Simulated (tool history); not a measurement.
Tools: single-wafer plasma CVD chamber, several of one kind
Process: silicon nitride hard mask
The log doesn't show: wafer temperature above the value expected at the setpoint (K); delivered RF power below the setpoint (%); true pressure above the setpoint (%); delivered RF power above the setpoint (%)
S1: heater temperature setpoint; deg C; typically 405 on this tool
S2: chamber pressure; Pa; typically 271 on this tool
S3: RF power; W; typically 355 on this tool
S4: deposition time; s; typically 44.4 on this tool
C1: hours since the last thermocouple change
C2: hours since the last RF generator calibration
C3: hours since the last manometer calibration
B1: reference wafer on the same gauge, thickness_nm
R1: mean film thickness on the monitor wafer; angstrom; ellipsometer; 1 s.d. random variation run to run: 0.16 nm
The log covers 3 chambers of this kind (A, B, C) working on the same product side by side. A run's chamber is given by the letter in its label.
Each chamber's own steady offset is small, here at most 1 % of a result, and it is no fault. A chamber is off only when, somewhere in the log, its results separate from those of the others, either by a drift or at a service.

run	hour	S1	S2	S3	S4	C1	C2	C3	B1	R1
1B	2.5	405	271	355	44.4	1608.3	2602.5	1415.4	54.071	604.23
2C	5.7	405	271	355	44.4	659.2	1111.9	2114.5	54.094	606.05
3A	9.7	405	271	355	44.4	355.9	2506.4	533.1	54.066	604.42
4A	12.5	405	271	355	44.4	358.7	2509.2	535.9	54.108	609.11
5C	15	405	271	355	44.4	668.5	1121.2	2123.8	54.109	609.42
6B	18	405	271	355	44.4	1623.8	2618	1430.9	54.091	601.54
7C	20.8	405	271	355	44.4	674.3	1127	2129.6	54.099	610.43
8B	23.4	405	271	355	44.4	1629.2	2623.4	1436.3	54.152	603.02
9A	25.6	405	271	355	44.4	371.8	2522.3	549	54.128	602.99
10A	29.7	405	271	355	44.4	375.9	2526.4	553.1	54.101	603.99
# hour 30.6: chamber A: RF generator calibrated
11B	34	405	271	355	44.4	1639.8	2634	1446.9	54.124	601.61
12C	36.3	405	271	355	44.4	689.8	1142.5	2145.1	54.099	607.48
13B	38.3	405	271	355	44.4	1644.1	2638.3	1451.2	54.092	604.23
14C	42.2	405	271	355	44.4	695.7	1148.4	2151	54.104	607.6
15A	45	405	271	355	44.4	391.2	14.5	568.4	54.089	604.35
16B	48	405	271	355	44.4	1653.8	2648	1460.9	54.101	603.74
17A	50.4	405	271	355	44.4	396.6	19.9	573.8	54.079	608.56
18C	53.7	405	271	355	44.4	707.2	1159.9	2162.5	54.094	609.61
19C	58.1	405	271	355	44.4	711.6	1164.3	2166.9	54.107	607.33
20A	60.8	405	271	355	44.4	407	30.3	584.2	54.111	607.26
21B	64.8	405	271	355	44.4	1670.6	2664.8	1477.7	54.104	602.53
22B	68	405	271	355	44.4	1673.8	2668	1480.9	54.077	602.79
23A	72.3	405	271	355	44.4	418.5	41.8	595.7	54.094	606.34
24C	74.5	405	271	355	44.4	728	1180.7	2183.3	54.098	608.36
25B	77.4	405	271	355	44.4	1683.2	2677.4	1490.3	54.09	602.7
26C	80.1	405	271	355	44.4	733.6	1186.3	2188.9	54.116	610.91
27A	82.2	405	271	355	44.4	428.4	51.7	605.6	54.078	606.94
28B	85.8	405	271	355	44.4	1691.6	2685.8	1498.7	54.056	603.31
29C	88.8	405	271	355	44.4	742.3	1195	2197.6	54.078	612.19
30A	91.8	405	329	355	44.4	438	61.3	615.2	54.065	636.51

All 3 chambers run these settings next. Forecast each chamber's results:
31A	95	405	271	355	44.4					?
31B	95	405	271	355	44.4					?
31C	95	405	271	355	44.4					?

run	R1
31A	604.06
31B	603.46
31C	607.32
